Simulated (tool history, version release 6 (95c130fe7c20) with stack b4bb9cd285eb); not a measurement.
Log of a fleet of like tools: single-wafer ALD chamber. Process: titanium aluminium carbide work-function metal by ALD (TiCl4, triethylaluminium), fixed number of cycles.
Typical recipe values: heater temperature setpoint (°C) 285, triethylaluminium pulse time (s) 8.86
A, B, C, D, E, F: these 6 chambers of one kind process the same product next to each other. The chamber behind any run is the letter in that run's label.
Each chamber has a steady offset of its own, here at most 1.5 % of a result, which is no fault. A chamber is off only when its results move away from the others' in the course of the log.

run   hour  heater temperature setpoint (°C)  triethylaluminium pulse time (s)  hours since the last thermocouple change  hours since the last triethylaluminium bottle change  read-back reference wafer on the same gauge, thickness_nm  mean film thickness on the monitor wafer (nm)
 1C   11.4                               285                              8.86                                     688.8                                                 312.5                                                     1.8902                                         1.8403
 2E   24.7                               285                              8.86                                        88                                                 227.1                                                     1.8914                                         1.8189
 3F   34.9                               285                              8.86                                       666                                                 503.4                                                     1.8911                                         1.8288
 4B   41.5                               285                              8.86                                     698.8                                                1558.3                                                     1.8907                                         1.8404
 5A   51.7                               275                              11.2                                     432.2                                                1927.4                                                     1.8896                                         1.7844
      54.5  -- chamber A: triethylaluminium bottle replaced
 6D     63                               275                              11.2                                    2199.4                                                 530.5                                                       1.89                                         1.8115
      65.2  -- chamber D: thermocouple changed; heater temperature recalibrated
 7A   75.5                               275                              11.2                                       456                                                    21                                                     1.8911                                         1.8014
 8D   87.9                               275                              11.2                                      22.7                                                 555.4                                                       1.89                                         1.7966
 9E   94.4                               275                              11.2                                     157.7                                                 296.8                                                     1.8908                                           1.78
10B  105.9                               275                              11.2                                     763.2                                                1622.7                                                     1.8886                                         1.7959
11F  119.8                               285                              8.86                                     750.9                                                 588.3                                                     1.8897                                         1.8348
12C  127.4                               285                              8.86                                     804.8                                                 428.5                                                     1.8893                                         1.8531
13C  139.7                               292                              8.86                                     817.1                                                 440.8                                                     1.8888                                          1.901
14F  153.8                               292                              8.86                                     784.9                                                 622.3                                                     1.8904                                         1.8896
15D  160.5                               292                              8.86                                      95.3                                                   628                                                     1.8905                                         1.9025
16A  170.2                               292                              8.86                                     550.7                                                 115.7                                                     1.8889                                         1.8986
17E    179                               292                              8.86                                     242.3                                                 381.4                                                     1.8906                                          1.883
18B  192.6                               292                              8.86                                     849.9                                                1709.4                                                     1.8887                                         1.8964
19E  202.1                               285                              8.86                                     265.4                                                 404.5                                                       1.89                                         1.8107
20D  213.3                               285                              8.86                                     148.1                                                 680.8                                                     1.8903                                         1.8438
21A  226.4                               285                              8.86                                     606.9                                                 171.9                                                     1.8904                                         1.8261
22F  233.1                               285                              8.86                                     864.2                                                 701.6                                                     1.8917                                         1.8218
     239.1  -- chamber B: triethylaluminium bottle replaced
23B  241.6                               285                              8.86                                     898.9                                                   2.6                                                     1.8899                                          1.831
24C  251.5                               285                              8.86                                     928.9                                                 552.6                                                     1.8905                                         1.8395
25E  258.4                               285                              8.86                                     321.7                                                 460.8                                                     1.8894                                          1.819
26D  266.6                               285                             10.77                                     201.4                                                 734.1                                                     1.8886                                         1.8765
27C  280.1                               285                             10.77                                     957.5                                                 581.2                                                     1.8898                                         1.8762
28F  294.3                               285                             10.77                                     925.4                                                 762.8                                                       1.89                                         1.8925
29A  307.5                               285                             10.77                                       688                                                   253                                                     1.8887                                         1.8749
30B  317.2                               285                             10.77                                     974.5                                                  78.2                                                     1.8891                                         1.8775
31D  325.5                               285                             10.77                                     260.3                                                   793                                                     1.8899                                         1.8753
32E  332.6                               285                              8.86                                     395.9                                                   535                                                     1.8895                                         1.8083
33C  346.9                               285                              8.86                                    1024.3                                                   648                                                     1.8909                                         1.8122
34B  354.1                               285                              8.86                                    1011.4                                                 115.1                                                      1.892                                         1.8372
35A  365.7                               285                              8.86                                     746.2                                                 311.2                                                     1.8915                                          1.829
36F  377.4                               285                              8.86                                    1008.5                                                 845.9                                                     1.8911                                         1.8453
37B  387.3                               285                              8.86                                    1044.6                                                 148.3                                                     1.8908                                         1.8357
38E  395.8                               271                              6.76                                     459.1                                                 598.2                                                     1.8903                                         1.6016
39C  402.8                               271                              6.76                                    1080.2                                                 703.9                                                     1.8895                                          1.565
40D  414.8                               271                              6.76                                     349.6                                                 882.3                                                     1.8915                                         1.6311
41F  425.9                               271                              6.76                                      1057                                                 894.4                                                     1.8897                                         1.6149
42A  435.2                               271                              6.76                                     815.7                                                 380.7                                                     1.8902                                         1.6257
43E  442.9                               271                              6.76                                     506.2                                                 645.3                                                     1.8888                                         1.6134

All chambers now run identical settings, listed one chamber a line with results as question marks. What results will each chamber show?
44A  453.2                               285                              8.86                                                                                                                                                                                                         ?
44B  453.2                               285                              8.86                                                                                                                                                                                                         ?
44C  453.2                               285                              8.86                                                                                                                                                                                                         ?
44D  453.2                               285                              8.86                                                                                                                                                                                                         ?
44E  453.2                               285                              8.86                                                                                                                                                                                                         ?
44F  453.2                               285                              8.86                                                                                                                                                                                                         ?

run  mean film thickness on the monitor wafer (nm)
44A                                         1.8255
44B                                         1.8412
44C                                         1.7785
44D                                         1.8272
44E                                         1.8212
44F                                         1.8381
